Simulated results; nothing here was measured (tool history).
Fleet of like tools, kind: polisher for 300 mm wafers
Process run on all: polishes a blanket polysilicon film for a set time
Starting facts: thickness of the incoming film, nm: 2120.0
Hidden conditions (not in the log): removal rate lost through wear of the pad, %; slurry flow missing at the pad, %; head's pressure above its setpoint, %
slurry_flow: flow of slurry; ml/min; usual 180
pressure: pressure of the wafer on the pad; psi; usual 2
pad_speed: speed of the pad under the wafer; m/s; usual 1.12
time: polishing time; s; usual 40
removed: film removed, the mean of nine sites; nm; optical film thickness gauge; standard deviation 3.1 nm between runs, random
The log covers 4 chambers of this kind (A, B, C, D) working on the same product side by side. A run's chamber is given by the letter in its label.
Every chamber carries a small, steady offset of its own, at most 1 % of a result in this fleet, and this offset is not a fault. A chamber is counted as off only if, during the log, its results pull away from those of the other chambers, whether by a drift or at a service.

run	hour	slurry_flow	pressure	pad_speed	time	wafers polished on this pad	hours since the slurry nozzle was cleaned	hours since the head pressure was calibrated	removed
1C	3.6	180	2	1.12	40	274	252.6	788.1	229.41
# hour 8.1: chamber C: slurry nozzle cleaned
2D	9.6	180	2	1.12	40	166	578	444.4	230.65
3B	13.3	180	2	1.12	40	261	465.5	1063.3	232.73
4A	17.4	180	2	1.12	40	1064	358.9	395.9	230.94
5B	21.6	180	2	1.12	40	326	473.8	1071.6	231.2
6C	25.7	180	2.3	1.12	40	447	17.7	810.2	264.43
7D	30.6	180	2.3	1.12	40	330	599	465.4	263.44
8A	36.6	180	2.3	1.12	40	1214	378.1	415.1	262.75
# hour 37: chamber A: worn pad replaced by a new one
9C	40.5	180	2.3	1.12	40	563	32.5	825	265.79
10A	44.8	205	2	0.98	40	61	386.3	423.3	208.21
11B	51	205	2	0.98	40	556	503.2	1101	210.53
12D	57.2	205	2	0.98	40	538	625.6	492	203.93
13C	62.8	205	2	0.98	40	738	54.8	847.3	211.03
# hour 67.3: chamber D: slurry nozzle cleaned
# hour 68.3: chamber C: worn pad replaced by a new one
14A	68.7	180	2	1.12	40	248	410.2	447.2	231.18
15D	73	180	2	1.12	40	662	5.7	507.8	224.6
# hour 73.5: chamber D: worn pad replaced by a new one
# hour 75.1: chamber B: worn pad replaced by a new one
16B	76.7	180	2	1.12	40	12	528.9	1126.7	231.85
17D	79.7	180	2	1.12	40	48	12.4	514.5	227.97
18C	83.4	180	2	1.12	40	118	75.4	867.9	234.85
# hour 89.2: chamber B: head pressure recalibrated
19A	89.2	180	2	1.12	40	409	430.7	467.7	232.22
20B	92.1	130	2	1.28	40	133	544.3	3	250.13
21A	95.2	130	2	1.28	40	456	436.7	473.7	245.16
22B	100.7	130	2	1.28	40	200	552.9	11.6	251.92
23D	106	130	2	1.28	40	254	38.7	540.8	245.71
# hour 106.9: chamber B: slurry nozzle cleaned
24C	110.6	180	2	1.12	40	331	102.6	895.1	235.57
25C	115.6	180	2	1.12	40	371	107.6	900.1	238.44
26D	121.8	180	2	1.12	40	378	54.5	556.6	229.86
27A	126.7	180	2	1.12	33	702	468.2	505.2	191.47
28B	132.3	180	2	1.12	33	447	25.4	43.2	188.29
29B	138.7	180	2	1.12	33	497	31.8	49.6	193.43
# hour 143: chamber A: head pressure recalibrated
30D	144.2	180	2	1.12	33	553	76.9	579	187.41
31A	149.2	180	2	1.12	40	878	490.7	6.3	231.79
32C	152.4	160	2	1.12	40	659	144.4	936.9	228.82
33B	157	160	2	1.12	40	641	50.1	67.9	225.33

One chamber off, gauge drift, or nothing amiss beyond the chambers' own small offsets? If it is a chamber, which one, and what is the likeliest cause?

All chambers stay in line apart from their small fixed offsets, and the gauge does not drift.

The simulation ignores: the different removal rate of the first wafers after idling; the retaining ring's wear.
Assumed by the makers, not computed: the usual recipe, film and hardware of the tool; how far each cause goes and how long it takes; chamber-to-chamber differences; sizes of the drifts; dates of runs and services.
